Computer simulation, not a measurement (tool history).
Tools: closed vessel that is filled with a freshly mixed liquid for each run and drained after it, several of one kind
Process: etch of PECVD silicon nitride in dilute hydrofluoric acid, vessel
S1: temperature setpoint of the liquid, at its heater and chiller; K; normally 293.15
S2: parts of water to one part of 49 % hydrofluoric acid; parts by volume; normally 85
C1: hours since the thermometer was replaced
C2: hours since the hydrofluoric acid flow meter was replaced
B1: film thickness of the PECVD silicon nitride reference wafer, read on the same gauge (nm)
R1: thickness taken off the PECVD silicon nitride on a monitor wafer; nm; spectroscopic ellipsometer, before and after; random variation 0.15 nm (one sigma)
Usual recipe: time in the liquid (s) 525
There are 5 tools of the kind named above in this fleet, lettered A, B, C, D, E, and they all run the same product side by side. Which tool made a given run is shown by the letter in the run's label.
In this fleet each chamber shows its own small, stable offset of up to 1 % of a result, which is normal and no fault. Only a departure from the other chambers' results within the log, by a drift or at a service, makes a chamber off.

{"run": "1A", "hour": 6.5, "S1": 293.15, "S2": 85, "time in the liquid (s)": 525, "C1": 115.2, "C2": 735.8, "B1": 30.049, "R1": 15.486}
{"run": "2C", "hour": 10.8, "S1": 293.15, "S2": 85, "time in the liquid (s)": 525, "C1": 1512.8, "C2": 241.9, "B1": 30.022, "R1": 15.368}
{"run": "3D", "hour": 17.4, "S1": 293.15, "S2": 85, "time in the liquid (s)": 525, "C1": 1413.1, "C2": 885.3, "B1": 29.989, "R1": 15.609}
{"run": "4B", "hour": 22.6, "S1": 293.15, "S2": 85, "time in the liquid (s)": 525, "C1": 1062.6, "C2": 414.8, "B1": 30.061, "R1": 15.525}
{"run": "5E", "hour": 28.9, "S1": 293.15, "S2": 85, "time in the liquid (s)": 525, "C1": 715.6, "C2": 855.9, "B1": 29.986, "R1": 15.136}
{"run": "6A", "hour": 36.6, "S1": 293.15, "S2": 85, "time in the liquid (s)": 525, "C1": 145.3, "C2": 765.9, "B1": 30.028, "R1": 15.607}
{"run": "7C", "hour": 41.0, "S1": 293.15, "S2": 85, "time in the liquid (s)": 525, "C1": 1543.0, "C2": 272.1, "B1": 30.051, "R1": 15.532}
{"run": "8E", "hour": 49.1, "S1": 293.15, "S2": 85, "time in the liquid (s)": 525, "C1": 735.8, "C2": 876.1, "B1": 29.938, "R1": 15.241}
{"run": "9D", "hour": 55.5, "S1": 297.65, "S2": 60, "time in the liquid (s)": 525, "C1": 1451.2, "C2": 923.4, "B1": 29.974, "R1": 29.669}
{"run": "10B", "hour": 64.7, "S1": 297.65, "S2": 60, "time in the liquid (s)": 525, "C1": 1104.7, "C2": 456.9, "B1": 30.017, "R1": 29.85}
{"run": "11D", "hour": 71.7, "S1": 297.65, "S2": 60, "time in the liquid (s)": 525, "C1": 1467.4, "C2": 939.6, "B1": 29.992, "R1": 29.889}
{"run": "12B", "hour": 76.2, "S1": 297.65, "S2": 60, "time in the liquid (s)": 525, "C1": 1116.2, "C2": 468.4, "B1": 30.062, "R1": 29.459}
{"run": "13C", "hour": 84.0, "S1": 297.65, "S2": 60, "time in the liquid (s)": 525, "C1": 1586.0, "C2": 315.1, "B1": 30.002, "R1": 29.808}
{"run": "14A", "hour": 92.6, "S1": 293.15, "S2": 85, "time in the liquid (s)": 525, "C1": 201.3, "C2": 821.9, "B1": 29.987, "R1": 15.38}
{"run": "15E", "hour": 98.7, "S1": 293.15, "S2": 85, "time in the liquid (s)": 525, "C1": 785.4, "C2": 925.7, "B1": 30.064, "R1": 15.446}
{"run": "16E", "hour": 107.9, "S1": 293.15, "S2": 85, "time in the liquid (s)": 525, "C1": 794.6, "C2": 934.9, "B1": 30.009, "R1": 15.55}
{"run": "17C", "hour": 117.3, "S1": 293.15, "S2": 85, "time in the liquid (s)": 525, "C1": 1619.3, "C2": 348.4, "B1": 29.992, "R1": 15.658}
{"run": "18B", "hour": 125.2, "S1": 293.15, "S2": 60, "time in the liquid (s)": 525, "C1": 1165.2, "C2": 517.4, "B1": 29.991, "R1": 21.738}
{"run": "19D", "hour": 131.6, "S1": 293.15, "S2": 60, "time in the liquid (s)": 525, "C1": 1527.3, "C2": 999.5, "B1": 29.95, "R1": 22.166}
{"run": "20A", "hour": 138.5, "S1": 293.15, "S2": 60, "time in the liquid (s)": 525, "C1": 247.2, "C2": 867.8, "B1": 29.985, "R1": 21.967}
{"run": "21C", "hour": 144.2, "S1": 293.15, "S2": 60, "time in the liquid (s)": 525, "C1": 1646.2, "C2": 375.3, "B1": 30.031, "R1": 21.985}
{"run": "22B", "hour": 148.4, "S1": 293.15, "S2": 60, "time in the liquid (s)": 525, "C1": 1188.4, "C2": 540.6, "B1": 29.985, "R1": 22.191}
{"run": "23D", "hour": 153.4, "S1": 293.15, "S2": 85, "time in the liquid (s)": 525, "C1": 1549.1, "C2": 1021.3, "B1": 30.01, "R1": 15.956}
{"run": "24E", "hour": 161.4, "S1": 293.15, "S2": 85, "time in the liquid (s)": 525, "C1": 848.1, "C2": 988.4, "B1": 29.972, "R1": 15.442}
{"run": "25A", "hour": 165.7, "S1": 293.15, "S2": 85, "time in the liquid (s)": 525, "C1": 274.4, "C2": 895.0, "B1": 30.024, "R1": 15.625}
{"run": "26A", "hour": 173.1, "S1": 293.15, "S2": 85, "time in the liquid (s)": 525, "C1": 281.8, "C2": 902.4, "B1": 29.977, "R1": 15.665}
{"run": "27C", "hour": 177.4, "S1": 296.65, "S2": 100, "time in the liquid (s)": 525, "C1": 1679.4, "C2": 408.5, "B1": 29.996, "R1": 16.64}
{"run": "28E", "hour": 183.3, "S1": 296.65, "S2": 100, "time in the liquid (s)": 525, "C1": 870.0, "C2": 1010.3, "B1": 29.938, "R1": 16.488}
{"run": "29B", "hour": 189.4, "S1": 296.65, "S2": 100, "time in the liquid (s)": 525, "C1": 1229.4, "C2": 581.6, "B1": 30.02, "R1": 16.638}
{"run": "30D", "hour": 194.2, "S1": 296.65, "S2": 100, "time in the liquid (s)": 525, "C1": 1589.9, "C2": 1062.1, "B1": 30.024, "R1": 17.603}
{"run": "31B", "hour": 203.5, "S1": 296.65, "S2": 100, "time in the liquid (s)": 525, "C1": 1243.5, "C2": 595.7, "B1": 30.005, "R1": 16.735}
{"hour": 212.5, "done": "chamber C: hydrofluoric acid flow meter replaced"}
{"run": "32C", "hour": 212.9, "S1": 293.15, "S2": 85, "time in the liquid (s)": 525, "C1": 1714.9, "C2": 0.5, "B1": 29.969, "R1": 15.528}
{"run": "33E", "hour": 221.4, "S1": 293.15, "S2": 85, "time in the liquid (s)": 525, "C1": 908.1, "C2": 1048.4, "B1": 29.981, "R1": 15.673}
{"run": "34D", "hour": 230.2, "S1": 293.15, "S2": 85, "time in the liquid (s)": 750, "C1": 1625.9, "C2": 1098.1, "B1": 29.949, "R1": 23.224}
{"run": "35A", "hour": 238.7, "S1": 293.15, "S2": 85, "time in the liquid (s)": 750, "C1": 347.4, "C2": 968.0, "B1": 30.009, "R1": 22.263}
{"run": "36C", "hour": 246.8, "S1": 293.15, "S2": 85, "time in the liquid (s)": 750, "C1": 1748.8, "C2": 34.4, "B1": 29.994, "R1": 22.234}
{"hour": 255.3, "done": "chamber E: hydrofluoric acid flow meter replaced"}
{"run": "37D", "hour": 255.9, "S1": 293.15, "S2": 85, "time in the liquid (s)": 750, "C1": 1651.6, "C2": 1123.8, "B1": 29.994, "R1": 23.379}
{"run": "38A", "hour": 261.9, "S1": 293.15, "S2": 85, "time in the liquid (s)": 750, "C1": 370.6, "C2": 991.2, "B1": 30.008, "R1": 21.924}
{"run": "39E", "hour": 268.6, "S1": 293.15, "S2": 85, "time in the liquid (s)": 525, "C1": 955.3, "C2": 13.4, "B1": 30.009, "R1": 15.188}
{"run": "40B", "hour": 276.4, "S1": 293.15, "S2": 85, "time in the liquid (s)": 525, "C1": 1316.4, "C2": 668.6, "B1": 30.005, "R1": 15.282}
{"run": "41E", "hour": 281.5, "S1": 291.15, "S2": 85, "time in the liquid (s)": 525, "C1": 968.2, "C2": 26.3, "B1": 29.984, "R1": 13.256}
{"run": "42B", "hour": 290.7, "S1": 291.15, "S2": 85, "time in the liquid (s)": 525, "C1": 1330.7, "C2": 682.9, "B1": 30.056, "R1": 13.279}
{"run": "43C", "hour": 295.7, "S1": 291.15, "S2": 85, "time in the liquid (s)": 525, "C1": 1797.7, "C2": 83.3, "B1": 30.059, "R1": 13.586}
{"run": "44A", "hour": 300.5, "S1": 291.15, "S2": 85, "time in the liquid (s)": 525, "C1": 409.2, "C2": 1029.8, "B1": 30.012, "R1": 13.717}

The same settings go to every chamber for the next run, one line per chamber below. Forecast the results for each:
{"run": "45A", "hour": 307.3, "S1": 295.15, "S2": 85, "time in the liquid (s)": 525, "R1": "?"}
{"run": "45B", "hour": 307.3, "S1": 295.15, "S2": 85, "time in the liquid (s)": 525, "R1": "?"}
{"run": "45C", "hour": 307.3, "S1": 295.15, "S2": 85, "time in the liquid (s)": 525, "R1": "?"}
{"run": "45D", "hour": 307.3, "S1": 295.15, "S2": 85, "time in the liquid (s)": 525, "R1": "?"}
{"run": "45E", "hour": 307.3, "S1": 295.15, "S2": 85, "time in the liquid (s)": 525, "R1": "?"}

run=45A R1=17.414
run=45B R1=17.690
run=45C R1=17.904
run=45D R1=19.422
run=45E R1=17.849

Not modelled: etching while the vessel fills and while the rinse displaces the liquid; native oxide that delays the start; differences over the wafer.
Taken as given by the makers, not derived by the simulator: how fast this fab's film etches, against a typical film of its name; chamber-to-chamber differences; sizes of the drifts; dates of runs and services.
